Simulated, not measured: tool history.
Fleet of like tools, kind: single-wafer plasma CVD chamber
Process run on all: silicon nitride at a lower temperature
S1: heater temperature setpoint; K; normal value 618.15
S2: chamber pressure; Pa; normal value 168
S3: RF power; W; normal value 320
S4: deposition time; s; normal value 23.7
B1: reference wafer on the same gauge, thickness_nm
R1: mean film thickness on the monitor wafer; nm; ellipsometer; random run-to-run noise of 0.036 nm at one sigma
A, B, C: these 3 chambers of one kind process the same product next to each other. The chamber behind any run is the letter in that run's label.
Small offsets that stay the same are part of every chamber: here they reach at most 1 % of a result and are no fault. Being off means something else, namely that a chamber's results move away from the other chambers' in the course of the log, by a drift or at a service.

| run | hour | S1 | S2 | S3 | S4 | B1 | R1 |
|---|---|---|---|---|---|---|---|
| 1C | 4.3 | 618.15 | 168 | 320 | 23.7 | 29.793 | 27.119 |
|  | 7.5 | chamber A: thermocouple changed; heater temperature recalibrated |
| 2B | 9.6 | 618.15 | 168 | 320 | 23.7 | 29.783 | 27.039 |
| 3A | 14.6 | 618.15 | 168 | 320 | 23.7 | 29.771 | 27.436 |
| 4B | 20.7 | 618.15 | 168 | 320 | 23.7 | 29.761 | 27.088 |
| 5C | 23.7 | 618.15 | 168 | 320 | 23.7 | 29.760 | 27.058 |
| 6A | 27.2 | 618.15 | 168 | 320 | 23.7 | 29.754 | 27.427 |
| 7B | 30.2 | 618.15 | 168 | 320 | 23.7 | 29.746 | 27.006 |
| 8C | 35.1 | 618.15 | 168 | 320 | 23.7 | 29.742 | 27.025 |
| 9A | 38.6 | 618.15 | 168 | 320 | 23.7 | 29.733 | 27.416 |
| 10C | 43.3 | 618.15 | 181 | 320 | 21.6 | 29.723 | 25.173 |
| 11B | 48.7 | 618.15 | 181 | 320 | 21.6 | 29.702 | 25.160 |
| 12A | 53.9 | 618.15 | 181 | 320 | 21.6 | 29.693 | 25.505 |
| 13C | 58.0 | 618.15 | 168 | 320 | 23.7 | 29.693 | 27.068 |
| 14A | 61.0 | 618.15 | 168 | 320 | 23.7 | 29.691 | 27.375 |
| 15B | 66.8 | 618.15 | 168 | 320 | 23.7 | 29.664 | 26.978 |
| 16C | 69.9 | 618.15 | 168 | 320 | 23.7 | 29.663 | 26.949 |
| 17B | 74.6 | 618.15 | 168 | 320 | 23.7 | 29.665 | 27.002 |
| 18A | 78.1 | 618.15 | 168 | 320 | 23.7 | 29.646 | 27.357 |
| 19B | 81.6 | 605.15 | 168 | 320 | 23.7 | 29.643 | 27.128 |
| 20C | 84.7 | 605.15 | 168 | 320 | 23.7 | 29.640 | 27.069 |

All chambers now run identical settings, listed one chamber a line with results as question marks. What results will each chamber show?
| 21A | 89.2 | 618.15 | 197 | 320 | 23.7 |  | ? |
| 21B | 89.2 | 618.15 | 197 | 320 | 23.7 |  | ? |
| 21C | 89.2 | 618.15 | 197 | 320 | 23.7 |  | ? |

| run | R1 |
|---|---|
| 21A | 28.597 |
| 21B | 28.230 |
| 21C | 28.286 |
